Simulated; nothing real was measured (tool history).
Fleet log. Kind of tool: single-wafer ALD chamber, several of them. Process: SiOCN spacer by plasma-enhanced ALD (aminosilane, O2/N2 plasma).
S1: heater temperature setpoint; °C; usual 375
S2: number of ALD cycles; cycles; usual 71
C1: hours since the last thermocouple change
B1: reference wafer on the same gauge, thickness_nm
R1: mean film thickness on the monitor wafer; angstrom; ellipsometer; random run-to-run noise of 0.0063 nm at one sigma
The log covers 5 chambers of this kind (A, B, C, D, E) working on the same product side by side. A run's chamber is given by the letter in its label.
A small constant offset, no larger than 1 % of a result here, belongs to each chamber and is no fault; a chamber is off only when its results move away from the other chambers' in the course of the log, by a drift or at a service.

run	hour	S1	S2	C1	B1	R1
1B	4.5	375	71	1298.2	4.0707	43.103
2C	8.7	375	71	580.0	4.0722	42.937
3E	14.2	375	71	415.0	4.0722	42.694
4A	17.8	375	71	1604.9	4.0738	43.092
5D	22.2	381	71	435.6	4.0722	42.943
6B	25.0	381	71	1318.7	4.0721	43.196
7E	29.9	381	71	430.7	4.0749	42.728
8C	32.5	381	71	603.8	4.0739	43.042
9D	35.6	381	71	449.0	4.0757	42.932
10A	40.3	375	71	1627.4	4.0770	43.034
11C	45.2	375	71	616.5	4.0771	42.980
12D	48.8	375	62	462.2	4.0778	37.513
13A	54.1	375	62	1641.2	4.0781	37.542
14E	58.5	375	62	459.3	4.0804	37.412
15B	62.0	375	62	1355.7	4.0801	37.700
16D	64.8	375	62	478.2	4.0796	37.473
17C	70.3	375	71	641.6	4.0811	43.006
18E	73.7	375	71	474.5	4.0809	42.713
19A	79.1	375	71	1666.2	4.0817	43.115
20B	83.3	375	71	1377.0	4.0813	43.246
21A	85.7	375	71	1672.8	4.0827	43.095
22C	88.8	375	71	660.1	4.0847	43.068
23E	92.5	364	58	493.3	4.0841	34.870
24B	95.2	364	58	1388.9	4.0829	35.331
25D	100.7	364	58	514.1	4.0863	35.200
26B	105.9	364	58	1399.6	4.0865	35.326
27E	110.2	364	58	511.0	4.0860	34.969
28A	115.0	375	71	1702.1	4.0894	43.183
29D	119.5	375	71	532.9	4.0871	43.124
30C	124.0	375	71	695.3	4.0881	42.995
31A	128.5	375	71	1715.6	4.0912	43.234
32B	131.4	375	71	1425.1	4.0916	43.273
33E	135.9	375	71	536.7	4.0905	42.822
34C	140.0	375	71	711.3	4.0898	43.156
35D	142.6	375	71	556.0	4.0898	43.140
36E	145.9	375	71	546.7	4.0913	42.850
37D	149.2	375	71	562.6	4.0927	42.991
38C	152.2	375	71	723.5	4.0930	43.212
39A	156.7	375	71	1743.8	4.0916	43.296
40B	161.6	375	71	1455.3	4.0938	43.399

Is one chamber out of step, is the gauge drifting, or do the chambers differ by no more than their own small offsets? For an off chamber, give its letter and the likeliest cause.

No chamber is off; the gauge reading every chamber's wafers drifts, which makes the whole fleet appear to move together.
Likeliest cause: gauge reads high (%) = 0.607.
